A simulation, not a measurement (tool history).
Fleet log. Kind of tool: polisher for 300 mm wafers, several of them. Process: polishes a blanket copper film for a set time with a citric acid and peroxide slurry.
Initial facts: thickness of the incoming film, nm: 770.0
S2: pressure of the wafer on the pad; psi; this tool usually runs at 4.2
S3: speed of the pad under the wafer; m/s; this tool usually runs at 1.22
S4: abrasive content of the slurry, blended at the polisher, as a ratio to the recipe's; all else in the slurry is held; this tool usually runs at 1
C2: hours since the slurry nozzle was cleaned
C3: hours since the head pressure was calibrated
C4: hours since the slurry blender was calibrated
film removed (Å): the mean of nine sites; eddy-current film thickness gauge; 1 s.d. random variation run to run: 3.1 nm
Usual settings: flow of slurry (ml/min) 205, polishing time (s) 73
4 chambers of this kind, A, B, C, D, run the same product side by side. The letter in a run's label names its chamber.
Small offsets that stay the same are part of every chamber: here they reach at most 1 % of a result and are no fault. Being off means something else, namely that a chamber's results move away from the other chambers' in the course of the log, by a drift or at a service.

{"run": "1C", "hour": 4.2, "flow of slurry (ml/min)": 205, "S2": 4.2, "S3": 1.22, "S4": 1, "polishing time (s)": 73, "wafers polished on this pad": 652, "C2": 97.2, "C3": 337.3, "C4": 60.5, "film removed (Å)": 2600.9}
{"run": "2D", "hour": 10.5, "flow of slurry (ml/min)": 205, "S2": 4.2, "S3": 1.22, "S4": 1, "polishing time (s)": 73, "wafers polished on this pad": 449, "C2": 59.9, "C3": 249.4, "C4": 53.2, "film removed (Å)": 2623.4}
{"hour": 13.9, "done": "chamber B: slurry blender recalibrated"}
{"hour": 14.8, "done": "chamber A: worn pad replaced by a new one"}
{"run": "3B", "hour": 16.5, "flow of slurry (ml/min)": 205, "S2": 4.2, "S3": 1.22, "S4": 1, "polishing time (s)": 73, "wafers polished on this pad": 279, "C2": 437.3, "C3": 232.2, "C4": 2.6, "film removed (Å)": 2583.5}
{"run": "4A", "hour": 20.7, "flow of slurry (ml/min)": 205, "S2": 4.2, "S3": 1.22, "S4": 1, "polishing time (s)": 73, "wafers polished on this pad": 63, "C2": 399.2, "C3": 278.1, "C4": 138.0, "film removed (Å)": 2584.4}
{"run": "5A", "hour": 24.7, "flow of slurry (ml/min)": 205, "S2": 4.2, "S3": 1.22, "S4": 1, "polishing time (s)": 73, "wafers polished on this pad": 106, "C2": 403.2, "C3": 282.1, "C4": 142.0, "film removed (Å)": 2584.0}
{"run": "6C", "hour": 32.2, "flow of slurry (ml/min)": 205, "S2": 4.2, "S3": 1.22, "S4": 1, "polishing time (s)": 73, "wafers polished on this pad": 951, "C2": 125.2, "C3": 365.3, "C4": 88.5, "film removed (Å)": 2612.1}
{"run": "7B", "hour": 35.9, "flow of slurry (ml/min)": 205, "S2": 5.6, "S3": 1.22, "S4": 1, "polishing time (s)": 97, "wafers polished on this pad": 486, "C2": 456.7, "C3": 251.6, "C4": 22.0, "film removed (Å)": 4446.0}
{"run": "8D", "hour": 40.3, "flow of slurry (ml/min)": 205, "S2": 5.6, "S3": 1.22, "S4": 1, "polishing time (s)": 97, "wafers polished on this pad": 767, "C2": 89.7, "C3": 279.2, "C4": 83.0, "film removed (Å)": 4429.7}
{"hour": 42.0, "done": "chamber D: worn pad replaced by a new one"}
{"run": "9C", "hour": 44.4, "flow of slurry (ml/min)": 205, "S2": 5.6, "S3": 1.22, "S4": 1, "polishing time (s)": 97, "wafers polished on this pad": 1081, "C2": 137.4, "C3": 377.5, "C4": 100.7, "film removed (Å)": 4526.2}
{"run": "10B", "hour": 51.5, "flow of slurry (ml/min)": 205, "S2": 5.6, "S3": 1.22, "S4": 1, "polishing time (s)": 97, "wafers polished on this pad": 653, "C2": 472.3, "C3": 267.2, "C4": 37.6, "film removed (Å)": 4516.7}
{"hour": 53.9, "done": "chamber C: worn pad replaced by a new one"}
{"run": "11A", "hour": 58.3, "flow of slurry (ml/min)": 205, "S2": 4.2, "S3": 1.22, "S4": 1, "polishing time (s)": 73, "wafers polished on this pad": 464, "C2": 436.8, "C3": 315.7, "C4": 175.6, "film removed (Å)": 2598.0}
{"hour": 59.9, "done": "chamber B: head pressure recalibrated"}
{"run": "12D", "hour": 62.6, "flow of slurry (ml/min)": 205, "S2": 4.2, "S3": 1.22, "S4": 1, "polishing time (s)": 73, "wafers polished on this pad": 220, "C2": 112.0, "C3": 301.5, "C4": 105.3, "film removed (Å)": 2604.7}
{"hour": 64.5, "done": "chamber A: worn pad replaced by a new one"}
{"run": "13C", "hour": 67.6, "flow of slurry (ml/min)": 205, "S2": 4.2, "S3": 1.22, "S4": 1, "polishing time (s)": 73, "wafers polished on this pad": 146, "C2": 160.6, "C3": 400.7, "C4": 123.9, "film removed (Å)": 2590.4}
{"run": "14A", "hour": 71.3, "flow of slurry (ml/min)": 205, "S2": 4.2, "S3": 1.22, "S4": 1, "polishing time (s)": 73, "wafers polished on this pad": 72, "C2": 449.8, "C3": 328.7, "C4": 188.6, "film removed (Å)": 2627.9}
{"run": "15D", "hour": 76.1, "flow of slurry (ml/min)": 205, "S2": 4.2, "S3": 0.94, "S4": 1, "polishing time (s)": 73, "wafers polished on this pad": 364, "C2": 125.5, "C3": 315.0, "C4": 118.8, "film removed (Å)": 1975.4}
{"run": "16B", "hour": 82.8, "flow of slurry (ml/min)": 205, "S2": 4.2, "S3": 0.94, "S4": 1, "polishing time (s)": 73, "wafers polished on this pad": 987, "C2": 503.6, "C3": 23.0, "C4": 68.9, "film removed (Å)": 2002.1}
{"run": "17D", "hour": 87.4, "flow of slurry (ml/min)": 205, "S2": 4.2, "S3": 0.94, "S4": 1, "polishing time (s)": 73, "wafers polished on this pad": 485, "C2": 136.8, "C3": 326.3, "C4": 130.1, "film removed (Å)": 2015.9}
{"run": "18B", "hour": 93.3, "flow of slurry (ml/min)": 205, "S2": 4.2, "S3": 0.94, "S4": 1, "polishing time (s)": 73, "wafers polished on this pad": 1099, "C2": 514.1, "C3": 33.5, "C4": 79.4, "film removed (Å)": 2012.9}
{"hour": 95.7, "done": "chamber B: worn pad replaced by a new one"}
{"run": "19C", "hour": 100.0, "flow of slurry (ml/min)": 205, "S2": 4.2, "S3": 1.22, "S4": 1, "polishing time (s)": 73, "wafers polished on this pad": 492, "C2": 193.0, "C3": 433.1, "C4": 156.3, "film removed (Å)": 2625.0}
{"run": "20A", "hour": 104.2, "flow of slurry (ml/min)": 205, "S2": 4.2, "S3": 1.22, "S4": 1, "polishing time (s)": 73, "wafers polished on this pad": 423, "C2": 482.7, "C3": 361.6, "C4": 221.5, "film removed (Å)": 2683.2}
{"hour": 109.4, "done": "chamber D: slurry blender recalibrated"}
{"run": "21B", "hour": 111.9, "flow of slurry (ml/min)": 205, "S2": 4.2, "S3": 1.22, "S4": 1, "polishing time (s)": 73, "wafers polished on this pad": 173, "C2": 532.7, "C3": 52.1, "C4": 98.0, "film removed (Å)": 2587.5}
{"hour": 112.9, "done": "chamber D: worn pad replaced by a new one"}
{"hour": 117.1, "done": "chamber B: slurry blender recalibrated"}
{"run": "22C", "hour": 117.3, "flow of slurry (ml/min)": 205, "S2": 4.2, "S3": 1.22, "S4": 1, "polishing time (s)": 64, "wafers polished on this pad": 676, "C2": 210.3, "C3": 450.4, "C4": 173.6, "film removed (Å)": 2290.5}
{"hour": 121.9, "done": "chamber A: worn pad replaced by a new one"}
{"run": "23D", "hour": 124.4, "flow of slurry (ml/min)": 205, "S2": 4.2, "S3": 1.22, "S4": 1, "polishing time (s)": 64, "wafers polished on this pad": 123, "C2": 173.8, "C3": 363.3, "C4": 15.0, "film removed (Å)": 2261.9}
{"run": "24A", "hour": 130.9, "flow of slurry (ml/min)": 205, "S2": 4.2, "S3": 1.22, "S4": 1, "polishing time (s)": 64, "wafers polished on this pad": 96, "C2": 509.4, "C3": 388.3, "C4": 248.2, "film removed (Å)": 2356.0}
{"run": "25B", "hour": 137.8, "flow of slurry (ml/min)": 205, "S2": 4.2, "S3": 1.22, "S4": 1, "polishing time (s)": 64, "wafers polished on this pad": 449, "C2": 558.6, "C3": 78.0, "C4": 20.8, "film removed (Å)": 2310.2}
{"run": "26A", "hour": 143.3, "flow of slurry (ml/min)": 205, "S2": 4.2, "S3": 1.22, "S4": 1, "polishing time (s)": 73, "wafers polished on this pad": 228, "C2": 521.8, "C3": 400.7, "C4": 260.6, "film removed (Å)": 2714.6}
{"run": "27C", "hour": 147.5, "flow of slurry (ml/min)": 205, "S2": 4.2, "S3": 1.22, "S4": 1, "polishing time (s)": 73, "wafers polished on this pad": 999, "C2": 240.5, "C3": 480.6, "C4": 203.8, "film removed (Å)": 2570.8}
{"hour": 149.1, "done": "chamber C: slurry blender recalibrated"}
{"run": "28D", "hour": 154.0, "flow of slurry (ml/min)": 205, "S2": 4.2, "S3": 1.22, "S4": 1, "polishing time (s)": 73, "wafers polished on this pad": 439, "C2": 203.4, "C3": 392.9, "C4": 44.6, "film removed (Å)": 2602.6}
{"run": "29A", "hour": 159.3, "flow of slurry (ml/min)": 205, "S2": 4.2, "S3": 1.22, "S4": 1, "polishing time (s)": 73, "wafers polished on this pad": 399, "C2": 537.8, "C3": 416.7, "C4": 276.6, "film removed (Å)": 2744.0}
{"run": "30D", "hour": 163.3, "flow of slurry (ml/min)": 205, "S2": 4.2, "S3": 1.22, "S4": 1, "polishing time (s)": 73, "wafers polished on this pad": 538, "C2": 212.7, "C3": 402.2, "C4": 53.9, "film removed (Å)": 2551.0}
{"run": "31C", "hour": 168.2, "flow of slurry (ml/min)": 205, "S2": 4.2, "S3": 1.22, "S4": 1, "polishing time (s)": 73, "wafers polished on this pad": 1220, "C2": 261.2, "C3": 501.3, "C4": 19.2, "film removed (Å)": 2637.0}
{"hour": 170.4, "done": "chamber C: worn pad replaced by a new one"}
{"run": "32B", "hour": 175.2, "flow of slurry (ml/min)": 205, "S2": 4.2, "S3": 1.22, "S4": 1, "polishing time (s)": 73, "wafers polished on this pad": 848, "C2": 596.0, "C3": 115.4, "C4": 58.2, "film removed (Å)": 2553.3}
{"hour": 176.1, "done": "chamber A: worn pad replaced by a new one"}
{"run": "33B", "hour": 180.4, "flow of slurry (ml/min)": 205, "S2": 4.2, "S3": 1.22, "S4": 1, "polishing time (s)": 73, "wafers polished on this pad": 904, "C2": 601.2, "C3": 120.6, "C4": 63.4, "film removed (Å)": 2544.4}
{"hour": 184.6, "done": "chamber D: worn pad replaced by a new one"}
{"run": "34D", "hour": 184.6, "flow of slurry (ml/min)": 205, "S2": 4.2, "S3": 1.22, "S4": 1, "polishing time (s)": 73, "wafers polished on this pad": 0, "C2": 234.0, "C3": 423.5, "C4": 75.2, "film removed (Å)": 2607.3}
{"run": "35C", "hour": 190.4, "flow of slurry (ml/min)": 205, "S2": 4.2, "S3": 1.22, "S4": 1, "polishing time (s)": 73, "wafers polished on this pad": 213, "C2": 283.4, "C3": 523.5, "C4": 41.4, "film removed (Å)": 2615.9}
{"run": "36A", "hour": 193.8, "flow of slurry (ml/min)": 205, "S2": 4.2, "S3": 1.22, "S4": 1, "polishing time (s)": 73, "wafers polished on this pad": 189, "C2": 572.3, "C3": 451.2, "C4": 311.1, "film removed (Å)": 2791.4}
{"run": "37A", "hour": 199.1, "flow of slurry (ml/min)": 205, "S2": 4.2, "S3": 1.22, "S4": 1, "polishing time (s)": 73, "wafers polished on this pad": 246, "C2": 577.6, "C3": 456.5, "C4": 316.4, "film removed (Å)": 2776.4}
{"run": "38B", "hour": 204.3, "flow of slurry (ml/min)": 205, "S2": 4.2, "S3": 1.22, "S4": 1, "polishing time (s)": 73, "wafers polished on this pad": 1159, "C2": 625.1, "C3": 144.5, "C4": 87.3, "film removed (Å)": 2604.9}
{"run": "39D", "hour": 211.3, "flow of slurry (ml/min)": 205, "S2": 4.2, "S3": 1.22, "S4": 1, "polishing time (s)": 73, "wafers polished on this pad": 285, "C2": 260.7, "C3": 450.2, "C4": 101.9, "film removed (Å)": 2564.7}
{"hour": 216.0, "done": "chamber B: worn pad replaced by a new one"}
{"run": "40C", "hour": 219.0, "flow of slurry (ml/min)": 205, "S2": 4.2, "S3": 1.22, "S4": 1, "polishing time (s)": 73, "wafers polished on this pad": 518, "C2": 312.0, "C3": 552.1, "C4": 70.0, "film removed (Å)": 2555.5}
{"run": "41B", "hour": 226.4, "flow of slurry (ml/min)": 205, "S2": 4.2, "S3": 1.22, "S4": 1, "polishing time (s)": 57, "wafers polished on this pad": 111, "C2": 647.2, "C3": 166.6, "C4": 109.4, "film removed (Å)": 2046.8}
{"run": "42D", "hour": 232.8, "flow of slurry (ml/min)": 205, "S2": 4.2, "S3": 1.22, "S4": 1, "polishing time (s)": 57, "wafers polished on this pad": 514, "C2": 282.2, "C3": 471.7, "C4": 123.4, "film removed (Å)": 2004.5}

Each of the 4 chambers runs these same settings next. Fill in every chamber's results:
{"run": "43A", "hour": 238.5, "flow of slurry (ml/min)": 205, "S2": 4.2, "S3": 1.22, "S4": 1, "polishing time (s)": 73, "film removed (Å)": "?"}
{"run": "43B", "hour": 238.5, "flow of slurry (ml/min)": 205, "S2": 4.2, "S3": 1.22, "S4": 1, "polishing time (s)": 73, "film removed (Å)": "?"}
{"run": "43C", "hour": 238.5, "flow of slurry (ml/min)": 205, "S2": 4.2, "S3": 1.22, "S4": 1, "polishing time (s)": 73, "film removed (Å)": "?"}
{"run": "43D", "hour": 238.5, "flow of slurry (ml/min)": 205, "S2": 4.2, "S3": 1.22, "S4": 1, "polishing time (s)": 73, "film removed (Å)": "?"}

run=43A film_removed_(Å)=2864.5
run=43B film_removed_(Å)=2624.4
run=43C film_removed_(Å)=2585.4
run=43D film_removed_(Å)=2532.2
